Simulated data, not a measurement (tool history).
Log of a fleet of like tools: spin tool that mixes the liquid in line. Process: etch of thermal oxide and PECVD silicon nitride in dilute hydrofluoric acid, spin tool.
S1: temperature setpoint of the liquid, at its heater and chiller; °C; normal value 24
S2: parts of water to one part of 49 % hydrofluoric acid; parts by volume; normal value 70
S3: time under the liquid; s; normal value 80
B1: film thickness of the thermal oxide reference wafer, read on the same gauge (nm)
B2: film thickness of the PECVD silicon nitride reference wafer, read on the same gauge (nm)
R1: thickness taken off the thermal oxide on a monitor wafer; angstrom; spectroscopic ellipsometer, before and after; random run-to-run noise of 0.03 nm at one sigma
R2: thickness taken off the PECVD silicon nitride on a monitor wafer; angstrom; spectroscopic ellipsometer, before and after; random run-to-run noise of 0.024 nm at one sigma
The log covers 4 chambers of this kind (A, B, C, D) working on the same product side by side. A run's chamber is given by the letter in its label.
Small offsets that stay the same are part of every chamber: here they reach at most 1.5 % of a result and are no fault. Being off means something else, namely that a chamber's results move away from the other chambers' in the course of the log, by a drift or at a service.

run 1A hour=8.7 | S1=24 S2=70 S3=80 | B1=129.98 B2=110.01 | R1=55.853 R2=33.495
run 2D hour=16.6 | S1=24 S2=70 S3=80 | B1=130.01 B2=110.01 | R1=55.916 R2=32.956
run 3C hour=21 | S1=24 S2=70 S3=80 | B1=129.99 B2=109.99 | R1=56.135 R2=33.563
run 4B hour=28.5 | S1=24 S2=70 S3=80 | B1=130 B2=110.01 | R1=56.219 R2=34.144
run 5A hour=37.2 | S1=24 S2=70 S3=80 | B1=129.96 B2=109.99 | R1=56.45 R2=33.782
run 6B hour=43.9 | S1=24 S2=70 S3=80 | B1=129.97 B2=109.97 | R1=56.499 R2=34.038
run 7D hour=50.1 | S1=24 S2=70 S3=80 | B1=130 B2=110.01 | R1=56.124 R2=33.084
run 8C hour=58.2 | S1=24 S2=70 S3=80 | B1=130 B2=110.02 | R1=56.308 R2=33.559
run 9C hour=66.7 | S1=24 S2=70 S3=80 | B1=130 B2=110.03 | R1=55.968 R2=33.336
run 10B hour=73.2 | S1=24 S2=70 S3=80 | B1=129.99 B2=110.01 | R1=56.338 R2=33.95
run 11D hour=80.7 | S1=24 S2=55 S3=80 | B1=130 B2=109.99 | R1=72.761 R2=42.058
run 12A hour=88.3 | S1=24 S2=55 S3=80 | B1=130 B2=110.01 | R1=72.579 R2=42.173
run 13D hour=93.9 | S1=24 S2=55 S3=80 | B1=129.97 B2=110.01 | R1=72.493 R2=42.177
run 14A hour=100.4 | S1=24 S2=55 S3=80 | B1=130 B2=110 | R1=72.852 R2=42.569
run 15C hour=107.5 | S1=24 S2=70 S3=80 | B1=130.03 B2=110.03 | R1=55.701 R2=32.96
run 16B hour=115.3 | S1=24 S2=70 S3=80 | B1=130.03 B2=110.01 | R1=56.134 R2=34.016
run 17C hour=122.6 | S1=26.5 S2=70 S3=80 | B1=130.04 B2=110 | R1=61.348 R2=39.602
run 18A hour=128.1 | S1=26.5 S2=70 S3=80 | B1=129.97 B2=110 | R1=62.391 R2=39.224
run 19D hour=132.1 | S1=26.5 S2=70 S3=80 | B1=130.03 B2=110.02 | R1=61.515 R2=38.698
run 20B hour=138.2 | S1=26.5 S2=70 S3=80 | B1=129.99 B2=110.01 | R1=61.959 R2=39.692
run 21B hour=146.4 | S1=24 S2=70 S3=80 | B1=129.96 B2=109.99 | R1=56.989 R2=33.917
run 22A hour=151.3 | S1=24 S2=70 S3=80 | B1=129.98 B2=110.01 | R1=56.085 R2=33.56
run 23D hour=158.1 | S1=24 S2=70 S3=80 | B1=129.99 B2=110.01 | R1=55.449 R2=33.646
run 24C hour=165.5 | S1=24 S2=70 S3=80 | B1=129.99 B2=110.05 | R1=56.013 R2=33.518
run 25D hour=170.1 | S1=24 S2=70 S3=115 | B1=130.02 B2=110 | R1=80.039 R2=47.685
run 26A hour=175.4 | S1=24 S2=70 S3=115 | B1=129.98 B2=110.01 | R1=80.999 R2=48.38
run 27B hour=179.9 | S1=24 S2=70 S3=115 | B1=130.01 B2=110.01 | R1=80.12 R2=48.661
-- hour=182.2 chamber B: thermometer replaced
run 28C hour=188.2 | S1=24 S2=70 S3=115 | B1=130.02 B2=110.02 | R1=80.085 R2=48.219
run 29B hour=196.9 | S1=24 S2=70 S3=80 | B1=130.03 B2=110.02 | R1=56.21 R2=34.113
run 30A hour=204.8 | S1=24 S2=70 S3=80 | B1=130.02 B2=109.99 | R1=56.096 R2=33.985
run 31C hour=211.4 | S1=24 S2=70 S3=80 | B1=129.97 B2=110.01 | R1=55.814 R2=34.139
run 32D hour=215.6 | S1=24 S2=70 S3=80 | B1=130 B2=110.05 | R1=55.428 R2=33.26
run 33D hour=220.1 | S1=24 S2=70 S3=80 | B1=130.02 B2=110.03 | R1=55.688 R2=33.127
run 34B hour=228.9 | S1=24 S2=70 S3=80 | B1=130 B2=110.01 | R1=55.986 R2=34.127
run 35A hour=236.5 | S1=24 S2=70 S3=80 | B1=130 B2=110.03 | R1=56.727 R2=33.585
run 36C hour=245.3 | S1=24 S2=70 S3=80 | B1=129.96 B2=110.02 | R1=56.133 R2=33.193
run 37D hour=251 | S1=28 S2=105 S3=80 | B1=130.01 B2=110 | R1=41.3 R2=28.497
run 38C hour=256.7 | S1=28 S2=105 S3=80 | B1=130.04 B2=109.97 | R1=41.27 R2=29.153
run 39B hour=264.3 | S1=28 S2=105 S3=80 | B1=129.97 B2=109.98 | R1=41.941 R2=29.599
-- hour=265.6 chamber D: thermometer replaced
run 40A hour=270 | S1=28 S2=105 S3=80 | B1=130.02 B2=109.97 | R1=42.154 R2=29.208
run 41D hour=275.5 | S1=24 S2=70 S3=50 | B1=130.01 B2=109.97 | R1=34.969 R2=20.684

One chamber off, gauge drift, or nothing amiss beyond the chambers' own small offsets? If it is a chamber, which one, and what is the likeliest cause?

No chamber is off and the gauge is stable; the differences are just each chamber's small, constant offset.
